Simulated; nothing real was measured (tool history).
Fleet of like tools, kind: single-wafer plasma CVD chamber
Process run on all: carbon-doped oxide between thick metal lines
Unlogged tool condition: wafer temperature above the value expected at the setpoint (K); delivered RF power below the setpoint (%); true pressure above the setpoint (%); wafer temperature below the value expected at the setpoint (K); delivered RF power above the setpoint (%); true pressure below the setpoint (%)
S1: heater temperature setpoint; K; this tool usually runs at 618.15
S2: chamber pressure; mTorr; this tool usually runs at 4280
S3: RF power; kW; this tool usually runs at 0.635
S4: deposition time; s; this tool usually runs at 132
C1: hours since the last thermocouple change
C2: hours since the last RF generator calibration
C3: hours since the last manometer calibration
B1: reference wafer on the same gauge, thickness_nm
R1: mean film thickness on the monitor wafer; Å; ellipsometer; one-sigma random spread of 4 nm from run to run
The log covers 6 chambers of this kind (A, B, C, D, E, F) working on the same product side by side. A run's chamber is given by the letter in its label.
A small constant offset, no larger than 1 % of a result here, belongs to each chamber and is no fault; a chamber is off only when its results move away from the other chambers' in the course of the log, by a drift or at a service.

Run 1D, day 0.229: usual settings; C1 434.3; C2 1523.7; C3 1032.0; B1 798.23. Result: R1 7640.9 Å.
At day 0.317: chamber E: capacitance manometer re-zeroed and calibrated.
Run 2F, day 0.412: usual settings; C1 2264.9; C2 1235.8; C3 1767.5; B1 798.27. Result: R1 7519.5 Å.
Run 3E, day 0.692: usual settings; C1 801.7; C2 1272.9; C3 9.1; B1 798.38. Result: R1 7715.0 Å.
Run 4A, day 0.883: usual settings; C1 1660.5; C2 1227.7; C3 1159.1; B1 798.23. Result: R1 7523.1 Å.
Run 5B, day 1.162: usual settings; C1 1074.6; C2 410.8; C3 747.1; B1 797.61. Result: R1 7544.0 Å.
Run 6C, day 1.421: usual settings but S1 629.15 K; C1 1983.3; C2 467.5; C3 164.0; B1 799.56. Result: R1 7472.3 Å.
Run 7C, day 1.738: usual settings but S1 629.15 K; C1 1990.9; C2 475.1; C3 171.6; B1 798.02. Result: R1 7381.6 Å.
Run 8B, day 1.892: usual settings but S1 629.15 K; C1 1092.1; C2 428.3; C3 764.6; B1 797.62. Result: R1 7354.2 Å.
Run 9A, day 2.058: usual settings but S1 629.15 K; C1 1688.7; C2 1255.9; C3 1187.3; B1 799.03. Result: R1 7433.8 Å.
Run 10D, day 2.225: usual settings but S1 629.15 K; C1 482.2; C2 1571.6; C3 1079.9; B1 798.77. Result: R1 7448.2 Å.
Run 11E, day 2.450: usual settings but S1 629.15 K; C1 843.9; C2 1315.1; C3 51.3; B1 799.22. Result: R1 7440.2 Å.
At day 2.629: chamber A: thermocouple changed; heater temperature recalibrated.
Run 12F, day 2.717: usual settings; C1 2320.2; C2 1291.1; C3 1822.8; B1 797.45. Result: R1 7583.9 Å.
Run 13E, day 2.950: usual settings; C1 855.9; C2 1327.1; C3 63.3; B1 797.46. Result: R1 7693.8 Å.
Run 14B, day 3.208: usual settings; C1 1123.7; C2 459.9; C3 796.2; B1 798.46. Result: R1 7468.0 Å.
Run 15C, day 3.417: usual settings but S3 0.540 kW; C1 2031.2; C2 515.4; C3 211.9; B1 798.38. Result: R1 6968.2 Å.
Run 16A, day 3.625: usual settings but S3 0.540 kW; C1 23.9; C2 1293.5; C3 1224.9; B1 798.55. Result: R1 6867.2 Å.
Run 17D, day 3.917: usual settings but S3 0.540 kW; C1 522.8; C2 1612.2; C3 1120.5; B1 797.61. Result: R1 6961.4 Å.
Run 18F, day 4.212: usual settings but S3 0.540 kW; C1 2356.1; C2 1327.0; C3 1858.7; B1 798.37. Result: R1 6796.2 Å.
Run 19E, day 4.562: usual settings but S3 0.540 kW; C1 894.6; C2 1365.8; C3 102.0; B1 797.46. Result: R1 6974.7 Å.
Run 20A, day 4.783: usual settings but S3 0.540 kW; C1 51.7; C2 1321.3; C3 1252.7; B1 798.14. Result: R1 6896.8 Å.
Run 21C, day 4.942: usual settings but S1 613.15 K; C1 2067.8; C2 552.0; C3 248.5; B1 798.20. Result: R1 7702.2 Å.
Run 22F, day 5.262: usual settings but S1 613.15 K; C1 2381.3; C2 1352.2; C3 1883.9; B1 798.52. Result: R1 7624.9 Å.
Run 23B, day 5.562: usual settings but S1 613.15 K; C1 1180.2; C2 516.4; C3 852.7; B1 796.74. Result: R1 7541.1 Å.
Run 24D, day 5.717: usual settings but S1 613.15 K; C1 566.0; C2 1655.4; C3 1163.7; B1 797.80. Result: R1 7802.8 Å.
Run 25B, day 5.892: usual settings but S1 613.15 K; C1 1188.1; C2 524.3; C3 860.6; B1 798.50. Result: R1 7570.0 Å.
Run 26F, day 6.158: usual settings but S1 613.15 K; C1 2402.8; C2 1373.7; C3 1905.4; B1 797.59. Result: R1 7648.2 Å.
Run 27C, day 6.412: usual settings; C1 2103.1; C2 587.3; C3 283.8; B1 798.47. Result: R1 7632.8 Å.
Run 28E, day 6.683: usual settings; C1 945.5; C2 1416.7; C3 152.9; B1 798.42. Result: R1 7687.8 Å.
Run 29A, day 6.875: usual settings; C1 101.9; C2 1371.5; C3 1302.9; B1 798.28. Result: R1 7561.3 Å.
Run 30D, day 7.042: usual settings; C1 597.8; C2 1687.2; C3 1195.5; B1 797.51. Result: R1 7675.7 Å.
Run 31F, day 7.379: usual settings; C1 2432.1; C2 1403.0; C3 1934.7; B1 798.61. Result: R1 7502.3 Å.
Run 32D, day 7.642: usual settings but S3 0.535 kW; C1 612.2; C2 1701.6; C3 1209.9; B1 798.61. Result: R1 6886.6 Å.
Run 33C, day 7.896: usual settings but S3 0.535 kW; C1 2138.7; C2 622.9; C3 319.4; B1 797.20. Result: R1 6868.8 Å.
Run 34A, day 8.146: usual settings but S3 0.535 kW; C1 132.4; C2 1402.0; C3 1333.4; B1 797.90. Result: R1 6860.6 Å.
At day 8.400: chamber E: RF generator calibrated.
Run 35E, day 8.421: usual settings but S3 0.535 kW; C1 987.2; C2 0.6; C3 194.6; B1 797.66. Result: R1 6983.2 Å.
Run 36B, day 8.725: usual settings but S3 0.535 kW; C1 1256.1; C2 592.3; C3 928.6; B1 798.89. Result: R1 6566.6 Å.
Run 37E, day 8.946: usual settings but S3 0.535 kW; C1 999.8; C2 13.2; C3 207.2; B1 798.82. Result: R1 6899.8 Å.

For the next run the whole fleet of 6 chambers uses the same settings. Give each chamber's results:
Run 38A, day 9.200: usual settings. Result: R1 ?.
Run 38B, day 9.200: usual settings. Result: R1 ?.
Run 38C, day 9.200: usual settings. Result: R1 ?.
Run 38D, day 9.200: usual settings. Result: R1 ?.
Run 38E, day 9.200: usual settings. Result: R1 ?.
Run 38F, day 9.200: usual settings. Result: R1 ?.

run      R1
38A  7611.8
38B  7259.7
38C  7599.9
38D  7608.5
38E  7684.3
38F  7491.3
